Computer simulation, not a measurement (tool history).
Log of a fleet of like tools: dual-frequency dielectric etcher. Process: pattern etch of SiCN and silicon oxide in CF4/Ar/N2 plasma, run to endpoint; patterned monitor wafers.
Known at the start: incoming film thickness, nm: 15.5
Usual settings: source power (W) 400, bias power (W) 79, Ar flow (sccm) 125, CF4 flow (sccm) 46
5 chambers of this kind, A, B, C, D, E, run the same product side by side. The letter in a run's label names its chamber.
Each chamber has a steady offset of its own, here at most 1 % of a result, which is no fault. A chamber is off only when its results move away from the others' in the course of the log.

{"run": "1E", "hour": 5.5, "source power (W)": 400, "bias power (W)": 79, "Ar flow (sccm)": 125, "CF4 flow (sccm)": 46, "endpoint time (s)": 21.048}
{"run": "2C", "hour": 14.3, "source power (W)": 400, "bias power (W)": 79, "Ar flow (sccm)": 125, "CF4 flow (sccm)": 46, "endpoint time (s)": 21.236}
{"hour": 18.6, "done": "chamber B: wet clean of the chamber"}
{"run": "3B", "hour": 23.5, "source power (W)": 400, "bias power (W)": 79, "Ar flow (sccm)": 125, "CF4 flow (sccm)": 46, "endpoint time (s)": 20.986}
{"run": "4D", "hour": 29.2, "source power (W)": 400, "bias power (W)": 79, "Ar flow (sccm)": 125, "CF4 flow (sccm)": 46, "endpoint time (s)": 20.898}
{"run": "5A", "hour": 38.0, "source power (W)": 400, "bias power (W)": 79, "Ar flow (sccm)": 125, "CF4 flow (sccm)": 46, "endpoint time (s)": 21.367}
{"run": "6C", "hour": 42.7, "source power (W)": 400, "bias power (W)": 79, "Ar flow (sccm)": 125, "CF4 flow (sccm)": 46, "endpoint time (s)": 21.105}
{"hour": 49.4, "done": "chamber C: wet clean of the chamber"}
{"run": "7D", "hour": 49.9, "source power (W)": 400, "bias power (W)": 79, "Ar flow (sccm)": 125, "CF4 flow (sccm)": 46, "endpoint time (s)": 21.001}
{"run": "8A", "hour": 57.6, "source power (W)": 400, "bias power (W)": 79, "Ar flow (sccm)": 125, "CF4 flow (sccm)": 46, "endpoint time (s)": 21.548}
{"run": "9B", "hour": 64.5, "source power (W)": 400, "bias power (W)": 79, "Ar flow (sccm)": 125, "CF4 flow (sccm)": 46, "endpoint time (s)": 21.48}
{"run": "10E", "hour": 68.8, "source power (W)": 400, "bias power (W)": 67, "Ar flow (sccm)": 125, "CF4 flow (sccm)": 46, "endpoint time (s)": 22.369}
{"run": "11C", "hour": 77.9, "source power (W)": 400, "bias power (W)": 67, "Ar flow (sccm)": 125, "CF4 flow (sccm)": 46, "endpoint time (s)": 22.943}
{"run": "12A", "hour": 86.0, "source power (W)": 400, "bias power (W)": 67, "Ar flow (sccm)": 125, "CF4 flow (sccm)": 46, "endpoint time (s)": 22.798}
{"run": "13E", "hour": 91.5, "source power (W)": 400, "bias power (W)": 67, "Ar flow (sccm)": 125, "CF4 flow (sccm)": 46, "endpoint time (s)": 22.812}
{"run": "14D", "hour": 101.3, "source power (W)": 400, "bias power (W)": 67, "Ar flow (sccm)": 125, "CF4 flow (sccm)": 46, "endpoint time (s)": 22.461}
{"run": "15B", "hour": 105.7, "source power (W)": 400, "bias power (W)": 79, "Ar flow (sccm)": 125, "CF4 flow (sccm)": 46, "endpoint time (s)": 21.4}
{"run": "16E", "hour": 115.1, "source power (W)": 400, "bias power (W)": 79, "Ar flow (sccm)": 125, "CF4 flow (sccm)": 46, "endpoint time (s)": 21.436}
{"run": "17D", "hour": 123.0, "source power (W)": 400, "bias power (W)": 79, "Ar flow (sccm)": 125, "CF4 flow (sccm)": 46, "endpoint time (s)": 21.076}
{"run": "18C", "hour": 128.8, "source power (W)": 400, "bias power (W)": 79, "Ar flow (sccm)": 125, "CF4 flow (sccm)": 46, "endpoint time (s)": 21.324}
{"run": "19B", "hour": 133.3, "source power (W)": 400, "bias power (W)": 79, "Ar flow (sccm)": 125, "CF4 flow (sccm)": 46, "endpoint time (s)": 21.757}
{"run": "20A", "hour": 142.7, "source power (W)": 400, "bias power (W)": 79, "Ar flow (sccm)": 125, "CF4 flow (sccm)": 46, "endpoint time (s)": 21.792}
{"run": "21E", "hour": 147.7, "source power (W)": 400, "bias power (W)": 79, "Ar flow (sccm)": 125, "CF4 flow (sccm)": 46, "endpoint time (s)": 21.432}
{"run": "22A", "hour": 154.0, "source power (W)": 400, "bias power (W)": 79, "Ar flow (sccm)": 125, "CF4 flow (sccm)": 46, "endpoint time (s)": 21.257}
{"run": "23C", "hour": 161.0, "source power (W)": 400, "bias power (W)": 79, "Ar flow (sccm)": 125, "CF4 flow (sccm)": 46, "endpoint time (s)": 21.306}
{"run": "24B", "hour": 166.9, "source power (W)": 400, "bias power (W)": 79, "Ar flow (sccm)": 125, "CF4 flow (sccm)": 46, "endpoint time (s)": 21.482}
{"run": "25D", "hour": 176.2, "source power (W)": 400, "bias power (W)": 79, "Ar flow (sccm)": 125, "CF4 flow (sccm)": 46, "endpoint time (s)": 21.189}
{"run": "26A", "hour": 184.2, "source power (W)": 400, "bias power (W)": 79, "Ar flow (sccm)": 125, "CF4 flow (sccm)": 46, "endpoint time (s)": 21.587}
{"run": "27D", "hour": 192.8, "source power (W)": 400, "bias power (W)": 79, "Ar flow (sccm)": 125, "CF4 flow (sccm)": 46, "endpoint time (s)": 21.247}
{"run": "28B", "hour": 198.5, "source power (W)": 400, "bias power (W)": 79, "Ar flow (sccm)": 125, "CF4 flow (sccm)": 46, "endpoint time (s)": 21.177}
{"run": "29E", "hour": 203.5, "source power (W)": 400, "bias power (W)": 79, "Ar flow (sccm)": 125, "CF4 flow (sccm)": 46, "endpoint time (s)": 21.491}
{"run": "30C", "hour": 210.0, "source power (W)": 400, "bias power (W)": 79, "Ar flow (sccm)": 125, "CF4 flow (sccm)": 46, "endpoint time (s)": 21.351}
{"run": "31D", "hour": 217.8, "source power (W)": 400, "bias power (W)": 79, "Ar flow (sccm)": 125, "CF4 flow (sccm)": 51, "endpoint time (s)": 20.952}
{"run": "32A", "hour": 224.9, "source power (W)": 400, "bias power (W)": 79, "Ar flow (sccm)": 125, "CF4 flow (sccm)": 51, "endpoint time (s)": 21.113}
{"run": "33C", "hour": 230.8, "source power (W)": 400, "bias power (W)": 79, "Ar flow (sccm)": 125, "CF4 flow (sccm)": 51, "endpoint time (s)": 21.121}
{"run": "34B", "hour": 237.1, "source power (W)": 400, "bias power (W)": 79, "Ar flow (sccm)": 125, "CF4 flow (sccm)": 51, "endpoint time (s)": 20.668}
{"run": "35E", "hour": 246.4, "source power (W)": 400, "bias power (W)": 79, "Ar flow (sccm)": 125, "CF4 flow (sccm)": 51, "endpoint time (s)": 21.171}
{"run": "36D", "hour": 255.8, "source power (W)": 400, "bias power (W)": 79, "Ar flow (sccm)": 111, "CF4 flow (sccm)": 53, "endpoint time (s)": 20.359}
{"run": "37C", "hour": 264.4, "source power (W)": 400, "bias power (W)": 79, "Ar flow (sccm)": 111, "CF4 flow (sccm)": 53, "endpoint time (s)": 20.328}

Next, every chamber runs the same settings. What will each give?
{"run": "38A", "hour": 271.4, "source power (W)": 450, "bias power (W)": 79, "Ar flow (sccm)": 125, "CF4 flow (sccm)": 46, "endpoint time (s)": "?"}
{"run": "38B", "hour": 271.4, "source power (W)": 450, "bias power (W)": 79, "Ar flow (sccm)": 125, "CF4 flow (sccm)": 46, "endpoint time (s)": "?"}
{"run": "38C", "hour": 271.4, "source power (W)": 450, "bias power (W)": 79, "Ar flow (sccm)": 125, "CF4 flow (sccm)": 46, "endpoint time (s)": "?"}
{"run": "38D", "hour": 271.4, "source power (W)": 450, "bias power (W)": 79, "Ar flow (sccm)": 125, "CF4 flow (sccm)": 46, "endpoint time (s)": "?"}
{"run": "38E", "hour": 271.4, "source power (W)": 450, "bias power (W)": 79, "Ar flow (sccm)": 125, "CF4 flow (sccm)": 46, "endpoint time (s)": "?"}

run=38A endpoint_time_(s)=19.408
run=38B endpoint_time_(s)=19.261
run=38C endpoint_time_(s)=19.371
run=38D endpoint_time_(s)=19.164
run=38E endpoint_time_(s)=19.425
